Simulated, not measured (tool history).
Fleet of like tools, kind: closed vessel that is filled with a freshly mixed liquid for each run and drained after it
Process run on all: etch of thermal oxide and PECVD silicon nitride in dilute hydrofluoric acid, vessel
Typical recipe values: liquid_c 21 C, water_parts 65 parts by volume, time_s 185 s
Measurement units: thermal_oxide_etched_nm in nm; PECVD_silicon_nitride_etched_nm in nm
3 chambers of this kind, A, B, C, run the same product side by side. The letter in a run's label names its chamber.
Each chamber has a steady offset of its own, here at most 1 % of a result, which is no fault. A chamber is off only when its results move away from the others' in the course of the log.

run,hour,liquid_c,water_parts,time_s,hours since the thermometer was replaced,hours since the hydrofluoric acid flow meter was replaced,"read-back film thickness of the thermal oxide reference wafer, read on the same gauge (nm)","read-back film thickness of the PECVD silicon nitride reference wafer, read on the same gauge (nm)",thermal_oxide_etched_nm,PECVD_silicon_nitride_etched_nm
1C,6.3,21,65,185,1590.5,704.3,110,70.013,12.237,6.9839
2A,12.3,21,65,185,1945.8,880.8,110,70.018,12.467,7.069
3B,19.7,21,65,185,1291.1,1124.2,109.99,70.006,12.357,6.9953
4A,24,21,65,185,1957.5,892.5,110,69.994,12.255,6.9442
5C,29.5,21,65,185,1613.7,727.5,109.98,70.006,12.226,6.9996
6B,35.7,21,65,185,1307.1,1140.2,109.99,70.006,12.538,7.0416
7B,40.5,21,90,140,1311.9,1145,110,70.008,6.5213,3.8514
8C,48.3,21,90,140,1632.5,746.3,109.99,70.016,6.5054,3.9102
9A,55.8,21,90,140,1989.3,924.3,109.97,70.006,6.5336,3.7982
10B,62.4,21,65,185,1333.8,1166.9,110.04,69.987,12.268,6.983
11C,67.5,21,65,185,1651.7,765.5,109.99,70.005,12.155,7.0192
12A,74.5,21,65,185,2008,943,110.02,70.01,12.272,6.9269
13B,78.8,21,65,185,1350.2,1183.3,109.98,70.016,12.396,7.0011
14C,84.3,21,65,185,1668.5,782.3,109.99,69.989,12.179,7.0915
15A,90.4,21,65,185,2023.9,958.9,110.01,69.985,12.411,6.8493
16C,95.7,21,65,185,1679.9,793.7,109.99,70.014,12.337,7.0834
17A,103.5,21,65,185,2037,972,110.01,70.011,12.421,6.8788
18B,109.1,21,65,185,1380.5,1213.6,110.04,70.001,12.342,6.9855
19A,114.9,21,65,185,2048.4,983.4,110.02,69.984,12.328,6.9703
20B,119.4,21,65,185,1390.8,1223.9,109.97,70.008,12.355,7.0429
21C,124.9,21,65,185,1709.1,822.9,109.98,70.013,12.328,7.0355
22A,128.2,21,65,185,2061.7,996.7,109.98,69.992,12.218,6.9049
23C,136,21,85,185,1720.2,834,109.99,70.005,9.1725,5.4391
24B,141.6,21,85,185,1413,1246.1,110,70.006,9.2218,5.4434
25C,147.3,21,85,185,1731.5,845.3,109.99,70.003,9.2513,5.4273
26A,151.8,21,65,185,2085.3,1020.3,110.02,70.01,12.297,6.9903
27B,158.1,21,40,185,1429.5,1262.6,109.97,69.989,20.813,11.414
28A,162.5,21,40,185,2096,1031,110.01,70.026,20.703,11.167
29C,169,21,40,185,1753.2,867,110.01,69.979,20.44,11.239
30B,174.6,21,65,185,1446,1279.1,110.01,69.999,12.499,7.0398

Next, every chamber runs the same settings. What will each give?
31A,180.2,21,65,185,,,,,?,?
31B,180.2,21,65,185,,,,,?,?
31C,180.2,21,65,185,,,,,?,?

run,thermal_oxide_etched_nm,PECVD_silicon_nitride_etched_nm
31A,12.217,6.9762
31B,12.477,7.0418
31C,12.346,7.0776
